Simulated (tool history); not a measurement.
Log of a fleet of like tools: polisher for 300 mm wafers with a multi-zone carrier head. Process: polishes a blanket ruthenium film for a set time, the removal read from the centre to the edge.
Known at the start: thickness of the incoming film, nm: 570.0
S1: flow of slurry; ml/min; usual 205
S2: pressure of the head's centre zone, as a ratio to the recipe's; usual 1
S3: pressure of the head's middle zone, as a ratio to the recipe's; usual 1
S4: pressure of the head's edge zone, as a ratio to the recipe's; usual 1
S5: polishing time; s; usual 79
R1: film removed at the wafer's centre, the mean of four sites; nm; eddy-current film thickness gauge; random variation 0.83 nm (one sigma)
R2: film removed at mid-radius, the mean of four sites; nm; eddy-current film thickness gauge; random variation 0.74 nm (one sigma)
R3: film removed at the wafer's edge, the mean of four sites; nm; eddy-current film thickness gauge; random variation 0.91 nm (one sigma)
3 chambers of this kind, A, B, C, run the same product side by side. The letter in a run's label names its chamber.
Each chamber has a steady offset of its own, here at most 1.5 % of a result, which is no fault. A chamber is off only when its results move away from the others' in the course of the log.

At day 0.029: chamber C: worn pad replaced by a new one.
Run 1B, day 0.246: usual settings. Result: R1 84.555 nm, R2 83.485 nm, R3 83.694 nm.
Run 2A, day 0.429: usual settings. Result: R1 85.311 nm, R2 83.632 nm, R3 82.744 nm.
Run 3C, day 0.596: usual settings. Result: R1 84.266 nm, R2 84.809 nm, R3 84.903 nm.
Run 4C, day 0.754: usual settings. Result: R1 85.105 nm, R2 85.328 nm, R3 83.285 nm.
Run 5A, day 1.008: usual settings. Result: R1 84.327 nm, R2 84.296 nm, R3 85.21 nm.
Run 6B, day 1.246: usual settings. Result: R1 84.723 nm, R2 82.541 nm, R3 83.529 nm.
Run 7C, day 1.438: usual settings. Result: R1 84.298 nm, R2 84.633 nm, R3 83.074 nm.
Run 8A, day 1.592: usual settings. Result: R1 84.304 nm, R2 83.426 nm, R3 82.674 nm.
At day 1.662: chamber A: worn pad replaced by a new one.
Run 9B, day 1.75: usual settings. Result: R1 83.888 nm, R2 83.489 nm, R3 83.17 nm.
Run 10A, day 1.992: usual settings. Result: R1 84.221 nm, R2 83.48 nm, R3 85.266 nm.
At day 2.075: chamber B: worn pad replaced by a new one.
Run 11C, day 2.233: usual settings. Result: R1 84.079 nm, R2 85.116 nm, R3 85.609 nm.
Run 12B, day 2.342: usual settings. Result: R1 83.623 nm, R2 83.792 nm, R3 84.384 nm.
Run 13C, day 2.525: usual settings but S1 145 ml/min. Result: R1 76.966 nm, R2 80.19 nm, R3 80.855 nm.
Run 14B, day 2.779: usual settings but S1 145 ml/min. Result: R1 79.098 nm, R2 80.567 nm, R3 80.675 nm.
Run 15A, day 2.888: usual settings but S1 145 ml/min. Result: R1 80.35 nm, R2 78.59 nm, R3 82.246 nm.
At day 2.938: chamber A: edge zone pressure recalibrated.
Run 16A, day 3.096: usual settings. Result: R1 83.649 nm, R2 84.798 nm, R3 85.157 nm.
Run 17C, day 3.346: usual settings. Result: R1 81.869 nm, R2 85.232 nm, R3 83.574 nm.
At day 3.367: chamber C: worn pad replaced by a new one.
Run 18B, day 3.517: usual settings. Result: R1 84.773 nm, R2 84.34 nm, R3 84.026 nm.
Run 19C, day 3.696: usual settings. Result: R1 83.45 nm, R2 84.099 nm, R3 84.611 nm.
Run 20B, day 3.846: usual settings. Result: R1 85.275 nm, R2 84.181 nm, R3 83.217 nm.
Run 21A, day 4.033: usual settings. Result: R1 83.636 nm, R2 83.408 nm, R3 84.165 nm.
Run 22A, day 4.183: usual settings. Result: R1 84.891 nm, R2 83.025 nm, R3 82.777 nm.
Run 23B, day 4.317: usual settings. Result: R1 83.838 nm, R2 83.061 nm, R3 84.063 nm.
Run 24C, day 4.571: usual settings. Result: R1 81.756 nm, R2 83.747 nm, R3 85.201 nm.
At day 4.804: chamber B: worn pad replaced by a new one.
Run 25B, day 4.804: usual settings but S3 0.93. Result: R1 85.839 nm, R2 78.885 nm, R3 82.699 nm.
Run 26A, day 5.025: usual settings but S3 0.93. Result: R1 83.015 nm, R2 78.566 nm, R3 83.615 nm.
Run 27C, day 5.212: usual settings but S3 0.93. Result: R1 81.094 nm, R2 79.213 nm, R3 83.221 nm.
Run 28C, day 5.425: usual settings. Result: R1 80.023 nm, R2 84.95 nm, R3 83.284 nm.
Run 29A, day 5.583: usual settings. Result: R1 83.343 nm, R2 83.769 nm, R3 86.255 nm.
Run 30B, day 5.808: usual settings but S2 1.11. Result: R1 96.367 nm, R2 83.418 nm, R3 85.822 nm.
At day 5.921: chamber A: worn pad replaced by a new one.
Run 31A, day 6.033: usual settings but S2 1.11. Result: R1 94.992 nm, R2 84.619 nm, R3 86.637 nm.
Run 32C, day 6.183: usual settings but S2 1.11. Result: R1 89.759 nm, R2 83.096 nm, R3 82.829 nm.
Run 33B, day 6.404: usual settings. Result: R1 84.98 nm, R2 85.145 nm, R3 83.568 nm.

Next, every chamber runs the same settings. What will each give?
Run 34A, day 6.588: usual settings. Result: R1 ?, R2 ?, R3 ?.
Run 34B, day 6.588: usual settings. Result: R1 ?, R2 ?, R3 ?.
Run 34C, day 6.588: usual settings. Result: R1 ?, R2 ?, R3 ?.

run      R1      R2      R3
34A  85.307  82.859  85.097
34B   84.41  84.147  83.045
34C  78.824  85.273  83.582
